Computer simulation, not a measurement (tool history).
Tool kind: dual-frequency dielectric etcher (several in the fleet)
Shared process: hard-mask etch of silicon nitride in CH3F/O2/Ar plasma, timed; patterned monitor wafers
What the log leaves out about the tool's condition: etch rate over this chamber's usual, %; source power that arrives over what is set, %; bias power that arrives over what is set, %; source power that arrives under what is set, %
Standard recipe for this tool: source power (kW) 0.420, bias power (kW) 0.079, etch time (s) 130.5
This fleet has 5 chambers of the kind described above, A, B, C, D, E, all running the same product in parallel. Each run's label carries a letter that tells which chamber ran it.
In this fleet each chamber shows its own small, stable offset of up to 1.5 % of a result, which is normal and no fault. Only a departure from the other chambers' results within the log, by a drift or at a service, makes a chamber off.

| run | hour | source power (kW) | bias power (kW) | etch time (s) | hours since the last wet clean | hours since the last source power generator calibration | hours since the last bias power generator calibration | read-back reference wafer on the same gauge, depth_nm | mean etch depth across the wafer (Å) |
|---|---|---|---|---|---|---|---|---|---|
| 1D | 4.8 | 0.420 | 0.079 | 130.5 | 161.6 | 2736.2 | 689.2 | 92.324 | 956.44 |
| 2C | 10.7 | 0.420 | 0.079 | 130.5 | 175.7 | 2047.4 | 4209.9 | 92.322 | 952.57 |
| 3E | 13.4 | 0.420 | 0.079 | 130.5 | 111.1 | 3431.4 | 808.0 | 92.345 | 965.33 |
| 4A | 19.2 | 0.420 | 0.079 | 130.5 | 292.7 | 3793.6 | 1221.6 | 92.385 | 966.46 |
| 5B | 25.1 | 0.420 | 0.079 | 130.5 | 241.1 | 1741.0 | 1512.9 | 92.399 | 971.71 |
| 6A | 27.8 | 0.420 | 0.079 | 130.5 | 301.3 | 3802.2 | 1230.2 | 92.394 | 968.02 |
| 7B | 31.8 | 0.420 | 0.079 | 130.5 | 247.8 | 1747.7 | 1519.6 | 92.393 | 972.48 |
| 8D | 34.4 | 0.420 | 0.079 | 130.5 | 191.2 | 2765.8 | 718.8 | 92.440 | 959.75 |
| 9C | 37.0 | 0.420 | 0.079 | 130.5 | 202.0 | 2073.7 | 4236.2 | 92.442 | 949.82 |
| 10E | 39.7 | 0.450 | 0.079 | 148.5 | 137.4 | 3457.7 | 834.3 | 92.444 | 1128.50 |
| 11B | 43.2 | 0.450 | 0.079 | 148.5 | 259.2 | 1759.1 | 1531.0 | 92.455 | 1136.50 |
| 12A | 47.9 | 0.450 | 0.079 | 148.5 | 321.4 | 3822.3 | 1250.3 | 92.470 | 1129.10 |
| 13E | 52.7 | 0.450 | 0.079 | 148.5 | 150.4 | 3470.7 | 847.3 | 92.479 | 1128.10 |
| 14C | 55.5 | 0.450 | 0.079 | 148.5 | 220.5 | 2092.2 | 4254.7 | 92.511 | 1113.20 |
| 15D | 58.5 | 0.420 | 0.079 | 130.5 | 215.3 | 2789.9 | 742.9 | 92.512 | 959.04 |
| 16D | 62.2 | 0.420 | 0.079 | 130.5 | 219.0 | 2793.6 | 746.6 | 92.519 | 959.02 |
| 17E | 66.7 | 0.420 | 0.079 | 130.5 | 164.4 | 3484.7 | 861.3 | 92.557 | 965.27 |
| 18A | 70.7 | 0.420 | 0.079 | 130.5 | 344.2 | 3845.1 | 1273.1 | 92.543 | 967.83 |
| 19B | 76.2 | 0.460 | 0.079 | 130.5 | 292.2 | 1792.1 | 1564.0 | 92.573 | 1008.00 |
| 20C | 79.8 | 0.460 | 0.079 | 130.5 | 244.8 | 2116.5 | 4279.0 | 92.602 | 984.93 |
| 21E | 84.4 | 0.460 | 0.079 | 130.5 | 182.1 | 3502.4 | 879.0 | 92.595 | 1000.90 |
| 22B | 90.2 | 0.460 | 0.079 | 130.5 | 306.2 | 1806.1 | 1578.0 | 92.644 | 1009.80 |
| 23A | 94.1 | 0.460 | 0.079 | 130.5 | 367.6 | 3868.5 | 1296.5 | 92.615 | 1002.40 |
| 24D | 97.4 | 0.420 | 0.079 | 130.5 | 254.2 | 2828.8 | 781.8 | 92.677 | 959.94 |
| 25C | 103.2 | 0.420 | 0.079 | 130.5 | 268.2 | 2139.9 | 4302.4 | 92.656 | 954.83 |
| 26E | 107.1 | 0.500 | 0.079 | 130.5 | 204.8 | 3525.1 | 901.7 | 92.656 | 1035.80 |
| 27D | 112.7 | 0.500 | 0.079 | 130.5 | 269.5 | 2844.1 | 797.1 | 92.722 | 1027.70 |
|  | 114.1 | chamber A: wet clean of the chamber |
| 28B | 116.2 | 0.500 | 0.079 | 130.5 | 332.2 | 1832.1 | 1604.0 | 92.703 | 1046.10 |
| 29A | 119.6 | 0.500 | 0.079 | 130.5 | 5.6 | 3894.0 | 1322.0 | 92.718 | 1033.50 |
| 30C | 124.0 | 0.500 | 0.079 | 130.5 | 289.0 | 2160.7 | 4323.2 | 92.700 | 1019.30 |
| 31D | 129.9 | 0.420 | 0.079 | 130.5 | 286.7 | 2861.3 | 814.3 | 92.742 | 959.78 |
| 32E | 134.7 | 0.420 | 0.079 | 130.5 | 232.4 | 3552.7 | 929.3 | 92.777 | 967.46 |
| 33B | 140.1 | 0.420 | 0.079 | 130.5 | 356.1 | 1856.0 | 1627.9 | 92.810 | 976.94 |
| 34A | 145.4 | 0.420 | 0.079 | 130.5 | 31.4 | 3919.8 | 1347.8 | 92.821 | 970.60 |

Next, every chamber runs the same settings. What will each give?
| 35A | 149.8 | 0.420 | 0.089 | 130.5 |  |  |  |  | ? |
| 35B | 149.8 | 0.420 | 0.089 | 130.5 |  |  |  |  | ? |
| 35C | 149.8 | 0.420 | 0.089 | 130.5 |  |  |  |  | ? |
| 35D | 149.8 | 0.420 | 0.089 | 130.5 |  |  |  |  | ? |
| 35E | 149.8 | 0.420 | 0.089 | 130.5 |  |  |  |  | ? |

| run | mean etch depth across the wafer (Å) |
|---|---|
| 35A | 1011.20 |
| 35B | 1020.60 |
| 35C | 995.55 |
| 35D | 1001.30 |
| 35E | 1013.30 |

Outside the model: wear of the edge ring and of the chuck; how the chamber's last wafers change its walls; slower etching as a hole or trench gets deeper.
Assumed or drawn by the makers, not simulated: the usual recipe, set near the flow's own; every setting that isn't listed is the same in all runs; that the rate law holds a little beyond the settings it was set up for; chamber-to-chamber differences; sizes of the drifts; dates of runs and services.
